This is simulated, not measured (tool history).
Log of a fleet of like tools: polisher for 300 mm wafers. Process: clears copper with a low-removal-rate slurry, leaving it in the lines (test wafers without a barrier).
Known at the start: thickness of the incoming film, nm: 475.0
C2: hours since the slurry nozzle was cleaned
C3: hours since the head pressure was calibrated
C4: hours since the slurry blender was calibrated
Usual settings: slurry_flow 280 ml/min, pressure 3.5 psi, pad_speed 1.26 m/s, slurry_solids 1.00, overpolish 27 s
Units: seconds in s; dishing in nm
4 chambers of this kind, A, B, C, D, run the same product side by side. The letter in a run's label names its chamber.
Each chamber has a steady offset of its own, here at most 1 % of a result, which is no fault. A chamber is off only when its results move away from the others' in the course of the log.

{"hour": 3.0, "done": "chamber B: slurry nozzle cleaned"}
{"run": "1C", "hour": 9.5, "slurry_flow": 280, "pressure": 3.5, "pad_speed": 1.26, "slurry_solids": 1.0, "overpolish": 27, "wafers polished on this pad": 1039, "C2": 161.3, "C3": 521.3, "C4": 50.2, "seconds": 101.78, "dishing": 23.011}
{"run": "2A", "hour": 18.6, "slurry_flow": 280, "pressure": 3.5, "pad_speed": 1.26, "slurry_solids": 1.0, "overpolish": 27, "wafers polished on this pad": 513, "C2": 307.8, "C3": 59.1, "C4": 74.1, "seconds": 100.83, "dishing": 23.158}
{"run": "3B", "hour": 29.9, "slurry_flow": 280, "pressure": 3.5, "pad_speed": 1.26, "slurry_solids": 1.0, "overpolish": 27, "wafers polished on this pad": 477, "C2": 26.9, "C3": 398.5, "C4": 224.6, "seconds": 103.6, "dishing": 23.441}
{"hour": 36.3, "done": "chamber B: slurry blender recalibrated"}
{"hour": 37.6, "done": "chamber B: worn pad replaced by a new one"}
{"run": "4D", "hour": 38.8, "slurry_flow": 280, "pressure": 3.5, "pad_speed": 1.26, "slurry_solids": 1.0, "overpolish": 27, "wafers polished on this pad": 332, "C2": 880.3, "C3": 611.4, "C4": 81.4, "seconds": 100.81, "dishing": 23.226}
{"run": "5C", "hour": 49.1, "slurry_flow": 280, "pressure": 3.5, "pad_speed": 1.26, "slurry_solids": 1.0, "overpolish": 27, "wafers polished on this pad": 1344, "C2": 200.9, "C3": 560.9, "C4": 89.8, "seconds": 103.37, "dishing": 23.172}
{"run": "6B", "hour": 54.6, "slurry_flow": 195, "pressure": 3.1, "pad_speed": 1.26, "slurry_solids": 1.0, "overpolish": 27, "wafers polished on this pad": 131, "C2": 51.6, "C3": 423.2, "C4": 18.3, "seconds": 116.47, "dishing": 22.956}
{"run": "7A", "hour": 63.9, "slurry_flow": 195, "pressure": 3.1, "pad_speed": 1.26, "slurry_solids": 1.0, "overpolish": 27, "wafers polished on this pad": 862, "C2": 353.1, "C3": 104.4, "C4": 119.4, "seconds": 119.34, "dishing": 22.282}
{"hour": 73.7, "done": "chamber C: slurry nozzle cleaned"}
{"run": "8D", "hour": 74.2, "slurry_flow": 195, "pressure": 3.1, "pad_speed": 1.26, "slurry_solids": 1.0, "overpolish": 27, "wafers polished on this pad": 606, "C2": 915.7, "C3": 646.8, "C4": 116.8, "seconds": 118.75, "dishing": 23.016}
{"hour": 78.3, "done": "chamber B: head pressure recalibrated"}
{"run": "9D", "hour": 81.1, "slurry_flow": 195, "pressure": 3.1, "pad_speed": 1.26, "slurry_solids": 1.0, "overpolish": 27, "wafers polished on this pad": 659, "C2": 922.6, "C3": 653.7, "C4": 123.7, "seconds": 122.31, "dishing": 21.945}
{"hour": 86.5, "done": "chamber D: slurry nozzle cleaned"}
{"hour": 88.0, "done": "chamber D: worn pad replaced by a new one"}
{"hour": 88.7, "done": "chamber C: worn pad replaced by a new one"}
{"run": "10A", "hour": 90.2, "slurry_flow": 280, "pressure": 3.5, "pad_speed": 1.26, "slurry_solids": 1.0, "overpolish": 27, "wafers polished on this pad": 1065, "C2": 379.4, "C3": 130.7, "C4": 145.7, "seconds": 101.52, "dishing": 23.249}
{"run": "11B", "hour": 100.8, "slurry_flow": 280, "pressure": 3.5, "pad_speed": 1.26, "slurry_solids": 1.0, "overpolish": 27, "wafers polished on this pad": 488, "C2": 97.8, "C3": 22.5, "C4": 64.5, "seconds": 103.28, "dishing": 23.005}
{"hour": 106.6, "done": "chamber B: worn pad replaced by a new one"}
{"run": "12C", "hour": 109.8, "slurry_flow": 280, "pressure": 4.4, "pad_speed": 1.26, "slurry_solids": 1.0, "overpolish": 27, "wafers polished on this pad": 162, "C2": 36.2, "C3": 621.6, "C4": 150.5, "seconds": 81.245, "dishing": 23.248}
{"hour": 115.2, "done": "chamber D: slurry blender recalibrated"}
{"run": "13D", "hour": 117.9, "slurry_flow": 280, "pressure": 4.4, "pad_speed": 1.26, "slurry_solids": 1.0, "overpolish": 27, "wafers polished on this pad": 231, "C2": 31.5, "C3": 690.5, "C4": 2.8, "seconds": 82.077, "dishing": 23.736}
{"run": "14A", "hour": 124.6, "slurry_flow": 280, "pressure": 4.4, "pad_speed": 1.26, "slurry_solids": 1.0, "overpolish": 27, "wafers polished on this pad": 1331, "C2": 413.8, "C3": 165.1, "C4": 180.1, "seconds": 82.218, "dishing": 23.059}
{"hour": 124.7, "done": "chamber C: head pressure recalibrated"}
{"run": "15B", "hour": 131.2, "slurry_flow": 280, "pressure": 4.4, "pad_speed": 1.26, "slurry_solids": 1.0, "overpolish": 27, "wafers polished on this pad": 190, "C2": 128.2, "C3": 52.9, "C4": 94.9, "seconds": 81.7, "dishing": 24.242}
{"run": "16C", "hour": 141.8, "slurry_flow": 280, "pressure": 3.5, "pad_speed": 1.26, "slurry_solids": 1.0, "overpolish": 27, "wafers polished on this pad": 410, "C2": 68.2, "C3": 17.1, "C4": 182.5, "seconds": 103.75, "dishing": 22.775}
{"run": "17B", "hour": 148.7, "slurry_flow": 280, "pressure": 3.5, "pad_speed": 1.26, "slurry_solids": 1.0, "overpolish": 27, "wafers polished on this pad": 325, "C2": 145.7, "C3": 70.4, "C4": 112.4, "seconds": 101.45, "dishing": 22.557}
{"run": "18A", "hour": 157.8, "slurry_flow": 280, "pressure": 3.5, "pad_speed": 1.26, "slurry_solids": 1.0, "overpolish": 27, "wafers polished on this pad": 1587, "C2": 447.0, "C3": 198.3, "C4": 213.3, "seconds": 104.6, "dishing": 22.749}
{"hour": 164.0, "done": "chamber D: worn pad replaced by a new one"}
{"run": "19C", "hour": 168.7, "slurry_flow": 280, "pressure": 3.5, "pad_speed": 1.26, "slurry_solids": 1.0, "overpolish": 27, "wafers polished on this pad": 617, "C2": 95.1, "C3": 44.0, "C4": 209.4, "seconds": 103.53, "dishing": 23.614}
{"hour": 175.5, "done": "chamber A: slurry blender recalibrated"}
{"run": "20D", "hour": 177.8, "slurry_flow": 280, "pressure": 3.5, "pad_speed": 1.06, "slurry_solids": 0.8, "overpolish": 27, "wafers polished on this pad": 106, "C2": 91.4, "C3": 750.4, "C4": 62.7, "seconds": 129.74, "dishing": 23.152}
{"hour": 183.8, "done": "chamber B: worn pad replaced by a new one"}
{"run": "21B", "hour": 188.6, "slurry_flow": 280, "pressure": 3.5, "pad_speed": 1.06, "slurry_solids": 0.8, "overpolish": 27, "wafers polished on this pad": 37, "C2": 185.6, "C3": 110.3, "C4": 152.3, "seconds": 125.52, "dishing": 22.571}
{"run": "22C", "hour": 196.5, "slurry_flow": 280, "pressure": 3.5, "pad_speed": 1.06, "slurry_solids": 0.8, "overpolish": 27, "wafers polished on this pad": 832, "C2": 122.9, "C3": 71.8, "C4": 237.2, "seconds": 127.67, "dishing": 23.049}
{"run": "23A", "hour": 202.4, "slurry_flow": 280, "pressure": 3.5, "pad_speed": 1.06, "slurry_solids": 0.8, "overpolish": 27, "wafers polished on this pad": 1931, "C2": 491.6, "C3": 242.9, "C4": 26.9, "seconds": 130.7, "dishing": 22.194}
{"run": "24D", "hour": 212.2, "slurry_flow": 280, "pressure": 3.5, "pad_speed": 1.26, "slurry_solids": 1.0, "overpolish": 27, "wafers polished on this pad": 372, "C2": 125.8, "C3": 784.8, "C4": 97.1, "seconds": 99.231, "dishing": 23.128}
{"run": "25B", "hour": 220.3, "slurry_flow": 280, "pressure": 3.5, "pad_speed": 1.26, "slurry_solids": 1.0, "overpolish": 27, "wafers polished on this pad": 282, "C2": 217.3, "C3": 142.0, "C4": 184.0, "seconds": 99.944, "dishing": 23.16}
{"run": "26A", "hour": 229.8, "slurry_flow": 280, "pressure": 3.5, "pad_speed": 1.26, "slurry_solids": 1.0, "overpolish": 27, "wafers polished on this pad": 2143, "C2": 519.0, "C3": 270.3, "C4": 54.3, "seconds": 102.37, "dishing": 23.503}
{"run": "27C", "hour": 238.8, "slurry_flow": 280, "pressure": 3.5, "pad_speed": 1.26, "slurry_solids": 1.0, "overpolish": 27, "wafers polished on this pad": 1158, "C2": 165.2, "C3": 114.1, "C4": 279.5, "seconds": 99.896, "dishing": 23.201}
{"hour": 244.5, "done": "chamber A: head pressure recalibrated"}
{"run": "28D", "hour": 248.1, "slurry_flow": 280, "pressure": 3.5, "pad_speed": 1.26, "slurry_solids": 1.0, "overpolish": 27, "wafers polished on this pad": 649, "C2": 161.7, "C3": 820.7, "C4": 133.0, "seconds": 98.813, "dishing": 22.911}
{"run": "29B", "hour": 258.3, "slurry_flow": 280, "pressure": 3.5, "pad_speed": 1.26, "slurry_solids": 1.0, "overpolish": 27, "wafers polished on this pad": 575, "C2": 255.3, "C3": 180.0, "C4": 222.0, "seconds": 100.73, "dishing": 23.073}
{"hour": 259.9, "done": "chamber B: worn pad replaced by a new one"}
{"hour": 260.1, "done": "chamber C: worn pad replaced by a new one"}
{"hour": 261.0, "done": "chamber D: worn pad replaced by a new one"}
{"run": "30C", "hour": 264.5, "slurry_flow": 280, "pressure": 3.5, "pad_speed": 1.26, "slurry_solids": 1.0, "overpolish": 27, "wafers polished on this pad": 34, "C2": 190.9, "C3": 139.8, "C4": 305.2, "seconds": 103.26, "dishing": 23.485}
{"hour": 267.6, "done": "chamber B: slurry blender recalibrated"}
{"run": "31D", "hour": 274.6, "slurry_flow": 280, "pressure": 3.5, "pad_speed": 1.26, "slurry_solids": 1.0, "overpolish": 27, "wafers polished on this pad": 105, "C2": 188.2, "C3": 847.2, "C4": 159.5, "seconds": 97.325, "dishing": 23.141}
{"run": "32A", "hour": 285.9, "slurry_flow": 280, "pressure": 3.5, "pad_speed": 1.26, "slurry_solids": 1.0, "overpolish": 27, "wafers polished on this pad": 2576, "C2": 575.1, "C3": 41.5, "C4": 110.4, "seconds": 110.16, "dishing": 22.629}
{"hour": 288.2, "done": "chamber D: slurry blender recalibrated"}
{"run": "33A", "hour": 294.2, "slurry_flow": 280, "pressure": 3.5, "pad_speed": 1.26, "slurry_solids": 1.0, "overpolish": 27, "wafers polished on this pad": 2640, "C2": 583.4, "C3": 49.8, "C4": 118.7, "seconds": 107.75, "dishing": 22.895}
{"hour": 298.7, "done": "chamber B: slurry nozzle cleaned"}
{"run": "34C", "hour": 301.6, "slurry_flow": 280, "pressure": 3.5, "pad_speed": 1.26, "slurry_solids": 1.0, "overpolish": 27, "wafers polished on this pad": 320, "C2": 228.0, "C3": 176.9, "C4": 342.3, "seconds": 101.91, "dishing": 24.126}
{"hour": 302.1, "done": "chamber C: slurry nozzle cleaned"}
{"hour": 309.7, "done": "chamber C: slurry blender recalibrated"}
{"run": "35D", "hour": 313.2, "slurry_flow": 280, "pressure": 3.5, "pad_speed": 1.26, "slurry_solids": 1.0, "overpolish": 27, "wafers polished on this pad": 403, "C2": 226.8, "C3": 885.8, "C4": 25.0, "seconds": 104.27, "dishing": 23.642}
{"run": "36B", "hour": 322.4, "slurry_flow": 280, "pressure": 3.5, "pad_speed": 1.26, "slurry_solids": 1.0, "overpolish": 27, "wafers polished on this pad": 482, "C2": 23.8, "C3": 244.1, "C4": 54.8, "seconds": 97.354, "dishing": 23.362}
{"run": "37C", "hour": 328.5, "slurry_flow": 205, "pressure": 3.5, "pad_speed": 1.26, "slurry_solids": 1.25, "overpolish": 27, "wafers polished on this pad": 528, "C2": 26.5, "C3": 203.8, "C4": 18.8, "seconds": 101.85, "dishing": 23.739}
{"hour": 331.5, "done": "chamber B: worn pad replaced by a new one"}
{"run": "38A", "hour": 339.8, "slurry_flow": 205, "pressure": 3.5, "pad_speed": 1.26, "slurry_solids": 1.25, "overpolish": 27, "wafers polished on this pad": 2992, "C2": 629.0, "C3": 95.4, "C4": 164.3, "seconds": 108.16, "dishing": 22.518}
{"run": "39B", "hour": 346.4, "slurry_flow": 205, "pressure": 3.5, "pad_speed": 1.26, "slurry_solids": 1.25, "overpolish": 27, "wafers polished on this pad": 115, "C2": 47.8, "C3": 268.1, "C4": 78.8, "seconds": 99.879, "dishing": 22.71}
{"hour": 348.0, "done": "chamber D: worn pad replaced by a new one"}
{"run": "40D", "hour": 357.4, "slurry_flow": 205, "pressure": 3.5, "pad_speed": 1.26, "slurry_solids": 1.25, "overpolish": 27, "wafers polished on this pad": 73, "C2": 271.0, "C3": 930.0, "C4": 69.2, "seconds": 100.09, "dishing": 23.102}
{"run": "41C", "hour": 362.6, "slurry_flow": 280, "pressure": 3.5, "pad_speed": 1.26, "slurry_solids": 1.0, "overpolish": 27, "wafers polished on this pad": 791, "C2": 60.6, "C3": 237.9, "C4": 52.9, "seconds": 102.82, "dishing": 22.945}
{"run": "42B", "hour": 368.3, "slurry_flow": 280, "pressure": 3.5, "pad_speed": 1.26, "slurry_solids": 1.0, "overpolish": 27, "wafers polished on this pad": 284, "C2": 69.7, "C3": 290.0, "C4": 100.7, "seconds": 98.566, "dishing": 23.084}

All 4 chambers run these settings next. Forecast each chamber's results:
{"run": "43A", "hour": 376.7, "slurry_flow": 280, "pressure": 3.5, "pad_speed": 1.26, "slurry_solids": 1.0, "overpolish": 27, "seconds": "?", "dishing": "?"}
{"run": "43B", "hour": 376.7, "slurry_flow": 280, "pressure": 3.5, "pad_speed": 1.26, "slurry_solids": 1.0, "overpolish": 27, "seconds": "?", "dishing": "?"}
{"run": "43C", "hour": 376.7, "slurry_flow": 280, "pressure": 3.5, "pad_speed": 1.26, "slurry_solids": 1.0, "overpolish": 27, "seconds": "?", "dishing": "?"}
{"run": "43D", "hour": 376.7, "slurry_flow": 280, "pressure": 3.5, "pad_speed": 1.26, "slurry_solids": 1.0, "overpolish": 27, "seconds": "?", "dishing": "?"}

run=43A seconds=114.320 dishing=22.767
run=43B seconds=100.100 dishing=23.744
run=43C seconds=98.806 dishing=23.032
run=43D seconds=101.860 dishing=22.554
